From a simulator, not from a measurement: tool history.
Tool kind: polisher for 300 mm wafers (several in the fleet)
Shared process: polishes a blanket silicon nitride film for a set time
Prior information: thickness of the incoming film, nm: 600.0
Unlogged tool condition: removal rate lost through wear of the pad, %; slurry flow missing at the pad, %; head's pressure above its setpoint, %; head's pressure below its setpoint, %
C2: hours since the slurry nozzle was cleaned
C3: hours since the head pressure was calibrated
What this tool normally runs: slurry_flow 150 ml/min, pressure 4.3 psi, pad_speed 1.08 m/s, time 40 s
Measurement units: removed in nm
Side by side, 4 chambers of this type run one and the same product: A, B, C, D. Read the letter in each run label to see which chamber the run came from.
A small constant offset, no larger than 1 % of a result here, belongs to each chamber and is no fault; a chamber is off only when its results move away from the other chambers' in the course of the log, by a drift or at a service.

run 1A day=0.371 | slurry_flow=150 pressure=4.3 pad_speed=1.08 time=40 | wafers_polished_on_this_pad=157 C2=90.4 C3=1221.6 | removed=81.138
run 2D day=0.879 | slurry_flow=150 pressure=4.3 pad_speed=1.08 time=40 | wafers_polished_on_this_pad=561 C2=124.9 C3=42.5 | removed=80.514
run 3B day=1.429 | slurry_flow=150 pressure=4.3 pad_speed=1.08 time=40 | wafers_polished_on_this_pad=635 C2=718.7 C3=1023.5 | removed=81.887
-- day=1.638 chamber D: worn pad replaced by a new one
run 4C day=1.879 | slurry_flow=150 pressure=4.3 pad_speed=1.08 time=40 | wafers_polished_on_this_pad=412 C2=164.8 C3=495.1 | removed=81.088
-- day=2.217 chamber A: head pressure recalibrated
run 5C day=2.483 | slurry_flow=150 pressure=4.3 pad_speed=1.08 time=40 | wafers_polished_on_this_pad=528 C2=179.3 C3=509.6 | removed=80.879
run 6A day=2.888 | slurry_flow=150 pressure=4.3 pad_speed=1.08 time=40 | wafers_polished_on_this_pad=643 C2=150.8 C3=16.2 | removed=82.162
-- day=3.117 chamber C: worn pad replaced by a new one
run 7D day=3.433 | slurry_flow=150 pressure=4.3 pad_speed=1.08 time=40 | wafers_polished_on_this_pad=347 C2=186.2 C3=103.8 | removed=81.703
run 8B day=3.775 | slurry_flow=150 pressure=4.3 pad_speed=1.08 time=40 | wafers_polished_on_this_pad=1088 C2=775.0 C3=1079.8 | removed=79.955
run 9B day=4.212 | slurry_flow=150 pressure=4.3 pad_speed=1.08 time=40 | wafers_polished_on_this_pad=1172 C2=785.5 C3=1090.3 | removed=81.138
run 10D day=4.642 | slurry_flow=150 pressure=4.3 pad_speed=1.08 time=28 | wafers_polished_on_this_pad=580 C2=215.2 C3=132.8 | removed=56.210
-- day=4.796 chamber D: worn pad replaced by a new one
-- day=4.888 chamber B: worn pad replaced by a new one
run 11C day=5.175 | slurry_flow=150 pressure=4.3 pad_speed=1.08 time=28 | wafers_polished_on_this_pad=398 C2=243.9 C3=574.2 | removed=56.268
run 12A day=5.512 | slurry_flow=150 pressure=4.3 pad_speed=1.08 time=28 | wafers_polished_on_this_pad=1150 C2=213.8 C3=79.2 | removed=56.746
-- day=5.554 chamber C: slurry nozzle cleaned
run 13D day=5.817 | slurry_flow=150 pressure=4.3 pad_speed=1.08 time=28 | wafers_polished_on_this_pad=197 C2=243.4 C3=161.0 | removed=57.483
-- day=5.888 chamber A: worn pad replaced by a new one
run 14C day=6.125 | slurry_flow=150 pressure=4.3 pad_speed=1.08 time=40 | wafers_polished_on_this_pad=581 C2=13.8 C3=597.0 | removed=81.150
-- day=6.179 chamber C: worn pad replaced by a new one
run 15B day=6.458 | slurry_flow=150 pressure=4.3 pad_speed=1.08 time=40 | wafers_polished_on_this_pad=303 C2=839.4 C3=1144.2 | removed=80.866
run 16A day=6.950 | slurry_flow=150 pressure=4.3 pad_speed=1.08 time=40 | wafers_polished_on_this_pad=205 C2=248.3 C3=113.7 | removed=81.174
-- day=7.138 chamber C: head pressure recalibrated
run 17A day=7.483 | slurry_flow=175 pressure=4.3 pad_speed=1.08 time=40 | wafers_polished_on_this_pad=308 C2=261.1 C3=126.5 | removed=84.307
-- day=7.871 chamber D: worn pad replaced by a new one
run 18B day=7.896 | slurry_flow=175 pressure=4.3 pad_speed=1.08 time=40 | wafers_polished_on_this_pad=581 C2=873.9 C3=1178.7 | removed=82.637
run 19C day=8.371 | slurry_flow=175 pressure=4.3 pad_speed=1.08 time=40 | wafers_polished_on_this_pad=424 C2=67.7 C3=29.7 | removed=81.922
-- day=8.379 chamber B: head pressure recalibrated
-- day=8.638 chamber B: slurry nozzle cleaned
run 20D day=8.775 | slurry_flow=175 pressure=4.3 pad_speed=1.08 time=40 | wafers_polished_on_this_pad=174 C2=314.4 C3=232.0 | removed=83.736
-- day=8.933 chamber A: slurry nozzle cleaned
-- day=9.100 chamber C: worn pad replaced by a new one
run 21D day=9.125 | slurry_flow=150 pressure=4.3 pad_speed=1.08 time=40 | wafers_polished_on_this_pad=242 C2=322.8 C3=240.4 | removed=81.505
run 22B day=9.442 | slurry_flow=190 pressure=4.3 pad_speed=1.08 time=40 | wafers_polished_on_this_pad=879 C2=19.4 C3=25.6 | removed=80.758
run 23A day=9.954 | slurry_flow=190 pressure=4.3 pad_speed=1.08 time=40 | wafers_polished_on_this_pad=785 C2=24.5 C3=185.8 | removed=85.908
run 24C day=10.379 | slurry_flow=190 pressure=4.3 pad_speed=1.08 time=40 | wafers_polished_on_this_pad=247 C2=115.9 C3=77.9 | removed=84.379
run 25D day=10.983 | slurry_flow=190 pressure=4.3 pad_speed=1.08 time=40 | wafers_polished_on_this_pad=601 C2=367.4 C3=285.0 | removed=83.644
-- day=11.150 chamber D: worn pad replaced by a new one
-- day=11.404 chamber B: worn pad replaced by a new one
run 26C day=11.433 | slurry_flow=150 pressure=4.3 pad_speed=1.08 time=40 | wafers_polished_on_this_pad=450 C2=141.2 C3=103.2 | removed=79.577
-- day=11.688 chamber A: worn pad replaced by a new one
run 27A day=11.879 | slurry_flow=150 pressure=4.3 pad_speed=1.08 time=40 | wafers_polished_on_this_pad=37 C2=70.7 C3=232.0 | removed=83.166
-- day=12.188 chamber C: worn pad replaced by a new one
run 28B day=12.283 | slurry_flow=150 pressure=4.3 pad_speed=1.08 time=40 | wafers_polished_on_this_pad=170 C2=87.6 C3=93.8 | removed=77.810
run 29B day=12.612 | slurry_flow=150 pressure=4.3 pad_speed=1.08 time=40 | wafers_polished_on_this_pad=234 C2=95.5 C3=101.7 | removed=77.025
run 30D day=12.962 | slurry_flow=150 pressure=4.3 pad_speed=1.08 time=40 | wafers_polished_on_this_pad=350 C2=414.9 C3=332.5 | removed=81.440
run 31A day=13.267 | slurry_flow=150 pressure=3.6 pad_speed=1.08 time=26 | wafers_polished_on_this_pad=305 C2=104.0 C3=265.3 | removed=44.268
run 32C day=13.704 | slurry_flow=150 pressure=3.6 pad_speed=1.08 time=26 | wafers_polished_on_this_pad=293 C2=195.7 C3=157.7 | removed=43.728
-- day=14.008 chamber D: worn pad replaced by a new one
run 33C day=14.054 | slurry_flow=150 pressure=3.6 pad_speed=1.08 time=26 | wafers_polished_on_this_pad=361 C2=204.1 C3=166.1 | removed=44.504
run 34B day=14.525 | slurry_flow=150 pressure=3.6 pad_speed=1.08 time=26 | wafers_polished_on_this_pad=603 C2=141.4 C3=147.6 | removed=41.953
run 35D day=15.012 | slurry_flow=150 pressure=4.3 pad_speed=1.08 time=40 | wafers_polished_on_this_pad=194 C2=464.1 C3=381.7 | removed=81.218
run 36A day=15.404 | slurry_flow=150 pressure=4.3 pad_speed=1.08 time=40 | wafers_polished_on_this_pad=718 C2=155.3 C3=316.6 | removed=81.122
-- day=15.479 chamber C: worn pad replaced by a new one
run 37A day=15.700 | slurry_flow=150 pressure=4.3 pad_speed=0.90 time=40 | wafers_polished_on_this_pad=775 C2=162.4 C3=323.7 | removed=71.682
run 38C day=16.254 | slurry_flow=150 pressure=4.3 pad_speed=0.90 time=40 | wafers_polished_on_this_pad=150 C2=256.9 C3=218.9 | removed=69.418

Next, all 4 chambers run the settings below, one line each with question marks for the results. What does each chamber give?
run 39A day=16.692 | slurry_flow=150 pressure=4.3 pad_speed=1.08 time=40 | removed=?
run 39B day=16.692 | slurry_flow=150 pressure=4.3 pad_speed=1.08 time=40 | removed=?
run 39C day=16.692 | slurry_flow=150 pressure=4.3 pad_speed=1.08 time=40 | removed=?
run 39D day=16.692 | slurry_flow=150 pressure=4.3 pad_speed=1.08 time=40 | removed=?

run=39A removed=82.503
run=39B removed=77.725
run=39C removed=80.929
run=39D removed=81.078

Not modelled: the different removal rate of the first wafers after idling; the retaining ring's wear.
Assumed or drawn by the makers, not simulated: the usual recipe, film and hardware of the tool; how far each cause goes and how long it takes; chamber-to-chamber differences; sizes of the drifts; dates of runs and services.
